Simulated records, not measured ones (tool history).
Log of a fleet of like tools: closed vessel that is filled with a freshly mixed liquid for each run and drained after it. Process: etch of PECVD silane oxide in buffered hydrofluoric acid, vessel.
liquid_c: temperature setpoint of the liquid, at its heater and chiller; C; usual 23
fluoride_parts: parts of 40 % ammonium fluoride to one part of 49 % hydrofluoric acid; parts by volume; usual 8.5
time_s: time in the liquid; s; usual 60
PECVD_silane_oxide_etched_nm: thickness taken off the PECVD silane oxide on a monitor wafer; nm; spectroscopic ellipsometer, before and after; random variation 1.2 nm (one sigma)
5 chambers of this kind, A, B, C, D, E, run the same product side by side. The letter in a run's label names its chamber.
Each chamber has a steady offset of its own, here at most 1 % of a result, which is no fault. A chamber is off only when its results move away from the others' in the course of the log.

run   hour  liquid_c  fluoride_parts  time_s  read-back film thickness of the PECVD silane oxide reference wafer, read on the same gauge (nm)  PECVD_silane_oxide_etched_nm
 1A    5.1        23             8.5      60                                                                                           30.013                        173.01
 2D   13.4        23             8.5      60                                                                                           29.987                        171.76
 3C   23.9        23             8.5      60                                                                                           29.974                        175.54
 4B   33.6        23             8.5      60                                                                                           30.038                         174.3
 5E   43.6        23             8.5      60                                                                                           30.039                        174.76
 6E   50.5        23             8.5      60                                                                                           30.035                        174.59
 7A   56.3        23             8.5      60                                                                                           30.002                        169.66
 8D   66.7        23             8.5      60                                                                                           29.975                        171.37
 9C   77.3        23               7      45                                                                                            30.03                        162.64
10B     82        23               7      45                                                                                            29.95                        161.99
      84.7  -- chamber B: hydrofluoric acid flow meter replaced
11E   89.9        23               7      45                                                                                           30.031                        159.86
12B  100.2        23               7      45                                                                                           30.021                        161.74
13C  108.9        23               7      45                                                                                           30.032                        161.09
14D  116.3        23             8.5      60                                                                                           30.039                        174.04
15A  121.3        23             8.5      60                                                                                           29.942                        170.58
16C  126.7        23             8.5      60                                                                                           30.043                        173.95
17D  134.7        23             8.5      60                                                                                           30.058                        173.42
18E  139.6        23             8.5      60                                                                                           29.982                        170.35
19B  144.9        23             8.5      60                                                                                           30.012                         174.6
20A  149.7        23             8.5      60                                                                                           29.996                        171.31
21C  155.3        23             8.5      60                                                                                           30.007                        176.07
22B  163.1        23             8.5      60                                                                                           29.949                        174.98
23D  171.8        23             8.5      60                                                                                            30.02                        170.41
24E  178.1        23             8.5      60                                                                                           29.965                        170.68
25A  184.3        23             8.5      60                                                                                           29.978                        173.73
26B  190.5        23             8.5      60                                                                                           30.028                        173.67
27D  195.3      24.5               7      60                                                                                           30.029                        231.25
28C  200.8      24.5               7      60                                                                                           29.975                        231.53
29A  208.7      24.5               7      60                                                                                           29.972                        232.06
30E  218.6      24.5               7      60                                                                                           29.965                        223.07
31E  224.2      24.5               7      60                                                                                           30.031                        223.84
32C  230.1        23             8.5      60                                                                                           29.971                        175.39
33D  235.5        23             8.5      60                                                                                           30.021                        171.56
34A  242.4        23             8.5      60                                                                                            30.01                        172.98
35B  249.5        23             8.5      60                                                                                           29.975                        173.06

All 5 chambers run these settings next. Forecast each chamber's results:
36A  257.1      18.5             8.5      60                                                                                                                              ?
36B  257.1      18.5             8.5      60                                                                                                                              ?
36C  257.1      18.5             8.5      60                                                                                                                              ?
36D  257.1      18.5             8.5      60                                                                                                                              ?
36E  257.1      18.5             8.5      60                                                                                                                              ?

run  PECVD_silane_oxide_etched_nm
36A                        132.86
36B                        134.91
36C                        136.11
36D                        134.63
36E                        127.65
